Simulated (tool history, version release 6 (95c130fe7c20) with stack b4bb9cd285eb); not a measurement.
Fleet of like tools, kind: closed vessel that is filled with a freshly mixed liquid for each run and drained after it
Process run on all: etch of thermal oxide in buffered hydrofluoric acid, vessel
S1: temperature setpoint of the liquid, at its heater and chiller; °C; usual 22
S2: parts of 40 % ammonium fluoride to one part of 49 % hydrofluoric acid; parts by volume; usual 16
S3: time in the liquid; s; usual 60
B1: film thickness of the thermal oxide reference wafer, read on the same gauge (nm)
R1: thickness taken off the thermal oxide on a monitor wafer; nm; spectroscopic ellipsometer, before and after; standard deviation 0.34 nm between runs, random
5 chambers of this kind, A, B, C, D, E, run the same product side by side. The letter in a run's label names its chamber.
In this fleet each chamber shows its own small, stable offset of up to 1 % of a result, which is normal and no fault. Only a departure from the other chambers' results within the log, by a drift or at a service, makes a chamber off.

| run | hour | S1 | S2 | S3 | B1 | R1 |
|---|---|---|---|---|---|---|
| 1E | 3.8 | 22 | 16 | 60 | 50.014 | 39.937 |
| 2B | 8.1 | 22 | 16 | 60 | 50.002 | 40.326 |
| 3A | 12.8 | 22 | 16 | 60 | 50.005 | 40.478 |
| 4D | 18 | 22 | 16 | 60 | 50.009 | 39.771 |
| 5C | 23.7 | 22 | 16 | 60 | 50.001 | 40.426 |
| 6E | 29.3 | 22 | 16 | 60 | 50.02 | 40.531 |
| 7A | 34.9 | 22 | 16 | 60 | 50.012 | 40.16 |
| 8B | 39.6 | 22 | 16 | 60 | 50.005 | 39.407 |
| 9D | 43.6 | 22 | 16 | 60 | 50.005 | 40.316 |
| 10C | 48.8 | 22 | 16 | 60 | 50.011 | 40.434 |
| 11A | 54.4 | 22 | 12.5 | 60 | 49.991 | 51.278 |
| 12D | 58 | 22 | 12.5 | 60 | 50.005 | 50.878 |
| 13B | 63.5 | 22 | 12.5 | 60 | 49.997 | 51.321 |
| 14C | 67.6 | 22 | 12.5 | 60 | 50.008 | 50.677 |
| 15E | 73.1 | 22 | 12.5 | 60 | 50.013 | 51.334 |
| 16D | 76 | 22 | 16 | 60 | 49.997 | 40.211 |
|  | 76.8 | chamber C: hydrofluoric acid flow meter replaced |
| 17B | 80.9 | 22 | 16 | 60 | 50.004 | 40.215 |
| 18C | 84 | 22 | 16 | 60 | 50.007 | 40.806 |
| 19E | 89 | 22 | 16 | 60 | 50.023 | 41.14 |
| 20A | 93 | 22 | 16 | 60 | 50.01 | 39.675 |
|  | 94.3 | chamber E: hydrofluoric acid flow meter replaced |
| 21E | 96.1 | 22 | 16 | 60 | 49.998 | 41.098 |
| 22A | 99.5 | 22 | 21 | 60 | 49.984 | 30.743 |
| 23B | 105 | 22 | 21 | 60 | 49.983 | 31.188 |
| 24D | 107.8 | 22 | 21 | 60 | 49.988 | 30.786 |
|  | 108.3 | chamber D: hydrofluoric acid flow meter replaced |
| 25C | 113.1 | 22 | 21 | 60 | 50.006 | 31.364 |
| 26D | 115.7 | 22 | 21 | 60 | 50.021 | 30.634 |
| 27A | 118.3 | 22 | 16 | 60 | 50.009 | 38.855 |
| 28E | 123.7 | 22 | 12 | 60 | 49.979 | 54.097 |
| 29B | 128.5 | 22 | 12 | 60 | 50.011 | 52.765 |
| 30C | 132 | 22 | 12 | 60 | 49.976 | 53.582 |
| 31C | 136.5 | 22 | 12 | 60 | 50 | 53.201 |
| 32B | 141.4 | 22 | 12 | 60 | 50.003 | 52.828 |
| 33E | 144.2 | 22 | 16 | 60 | 50 | 40.602 |
| 34A | 147.7 | 22 | 16 | 60 | 50.023 | 38.31 |
| 35D | 150.8 | 22 | 16 | 60 | 50 | 39.424 |
| 36C | 154.4 | 22 | 16 | 60 | 50.035 | 40.608 |
| 37D | 158.4 | 22 | 16 | 60 | 50.013 | 39.98 |
| 38B | 162.5 | 22 | 16 | 60 | 50.003 | 39.835 |
| 39E | 166.3 | 22 | 16 | 60 | 49.981 | 40.999 |
| 40A | 171 | 22 | 16 | 60 | 50.006 | 37.262 |

Next, all 5 chambers run the settings below, one line each with question marks for the results. What does each chamber give?
| 41A | 175.2 | 22 | 16 | 60 |  | ? |
| 41B | 175.2 | 22 | 16 | 60 |  | ? |
| 41C | 175.2 | 22 | 16 | 60 |  | ? |
| 41D | 175.2 | 22 | 16 | 60 |  | ? |
| 41E | 175.2 | 22 | 16 | 60 |  | ? |

| run | R1 |
|---|---|
| 41A | 37.085 |
| 41B | 40.496 |
| 41C | 40.102 |
| 41D | 40.055 |
| 41E | 40.766 |

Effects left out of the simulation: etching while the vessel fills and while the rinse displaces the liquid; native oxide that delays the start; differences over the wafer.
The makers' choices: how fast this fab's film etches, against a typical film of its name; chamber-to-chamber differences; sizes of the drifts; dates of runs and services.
